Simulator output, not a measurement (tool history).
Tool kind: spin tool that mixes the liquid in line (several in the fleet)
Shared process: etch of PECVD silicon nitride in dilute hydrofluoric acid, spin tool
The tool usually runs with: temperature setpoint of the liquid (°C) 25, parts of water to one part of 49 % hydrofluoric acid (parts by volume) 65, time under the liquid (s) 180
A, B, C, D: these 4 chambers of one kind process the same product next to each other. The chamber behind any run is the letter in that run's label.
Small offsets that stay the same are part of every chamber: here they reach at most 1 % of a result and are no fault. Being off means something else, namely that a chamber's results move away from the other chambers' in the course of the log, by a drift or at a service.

run   hour  temperature setpoint of the liquid (°C)  parts of water to one part of 49 % hydrofluoric acid (parts by volume)  time under the liquid (s)  read-back film thickness of the PECVD silicon nitride reference wafer, read on the same gauge (nm)  thickness taken off the PECVD silicon nitride on a monitor wafer (angstrom)
 1B    8.8                                       25                                                                      65                        180                                                                                              79.997                                                                       70.592
 2D   16.8                                       25                                                                      65                        180                                                                                              80.008                                                                       68.699
 3C   26.6                                       25                                                                      65                        180                                                                                              80.031                                                                       68.603
 4A   32.9                                       25                                                                      65                        180                                                                                              79.997                                                                       69.207
 5A   41.9                                       25                                                                      65                        180                                                                                              79.994                                                                       68.791
      52.9  -- chamber C: hydrofluoric acid flow meter replaced
 6B   54.2                                       25                                                                      65                        180                                                                                              79.993                                                                       69.938
 7C   62.2                                       25                                                                      65                        180                                                                                              79.988                                                                       67.690
 8D   71.2                                       25                                                                      65                        180                                                                                              79.998                                                                       68.855
 9C   78.7                                       25                                                                      65                        180                                                                                              80.004                                                                       66.814
10B   87.4                                       25                                                                      65                        180                                                                                              79.991                                                                       70.403
11A   99.3                                       25                                                                      65                        180                                                                                              80.005                                                                       69.014
12D  107.6                                       25                                                                      65                        180                                                                                              80.008                                                                       69.591
     108.4  -- chamber D: thermometer replaced
13B  114.5                                       25                                                                      65                        180                                                                                              79.996                                                                       69.881
14A  127.4                                       25                                                                      65                        180                                                                                              80.013                                                                       69.291
15C  140.4                                       25                                                                      65                        180                                                                                              80.001                                                                       66.405
16D  147.1                                       25                                                                      65                        180                                                                                              79.987                                                                       69.787
17B  158.9                                       25                                                                      65                        180                                                                                              79.985                                                                       69.764
18A  171.0                                       25                                                                      65                        180                                                                                              79.983                                                                       69.272
19D  180.0                                       25                                                                      65                        180                                                                                              80.017                                                                       69.673
20C  190.6                                       25                                                                      65                        180                                                                                              79.974                                                                       65.221
     198.3  -- chamber A: hydrofluoric acid flow meter replaced
21B  201.6                                       25                                                                      65                        180                                                                                              79.987                                                                       69.831
22C  209.9                                       25                                                                      65                        180                                                                                              80.001                                                                       64.923
23A  217.3                                       25                                                                      65                        180                                                                                              80.017                                                                       68.997
24D  224.1                                       25                                                                      65                        180                                                                                              80.007                                                                       69.259
25C  232.7                                       25                                                                      65                        180                                                                                              80.008                                                                       64.105
26A  238.8                                       25                                                                      65                        180                                                                                              80.009                                                                       70.010
27B  250.4                                       25                                                                      65                        180                                                                                              80.026                                                                       68.925
28D  261.0                                       25                                                                      65                        180                                                                                              79.975                                                                       68.398
29C  270.0                                       25                                                                      65                        180                                                                                              80.026                                                                       63.749
30B  278.9                                       25                                                                      65                        180                                                                                              79.977                                                                       69.304
31D  288.1                                       25                                                                      65                        180                                                                                              80.009                                                                       68.681
32A  295.9                                       25                                                                      65                         95                                                                                              79.998                                                                       36.535
33D  306.4                                       25                                                                      65                         95                                                                                              80.010                                                                       36.380

One chamber off, gauge drift, or nothing amiss beyond the chambers' own small offsets? If it is a chamber, which one, and what is the likeliest cause?

Chamber C drifts away from the others.
Most likely cause: liquid colder than its thermometer reads (K) = 1.33.

Which of the 4 candidates below, each the usual settings with something changed and its results left as question marks, puts chamber C back in line with what the other chambers give on the usual settings?
A result is in line if it is within this distance of the other chambers' mean on the usual settings: thickness taken off the PECVD silicon nitride on a monitor wafer (angstrom) 1.600
34C-1  316.1                                     25.0                                                                      65                        200                                                                                                                                                                                ?
34C-2  316.1                                     24.5                                                                      65                        180                                                                                                                                                                                ?
34C-3  316.1                                     24.5                                                                      65                        170                                                                                                                                                                                ?
34C-4  316.1                                     25.5                                                                      65                        180                                                                                                                                                                                ?

The mean the other chambers reach with the usual settings: thickness taken off the PECVD silicon nitride on a monitor wafer (angstrom) 69.335
  run  thickness taken off the PECVD silicon nitride on a monitor wafer (angstrom)
34C-1                                                                       69.967
34C-2                                                                       60.888
34C-3                                                                       57.505
34C-4                                                                       65.072
34C-1 brings the chamber back in line.
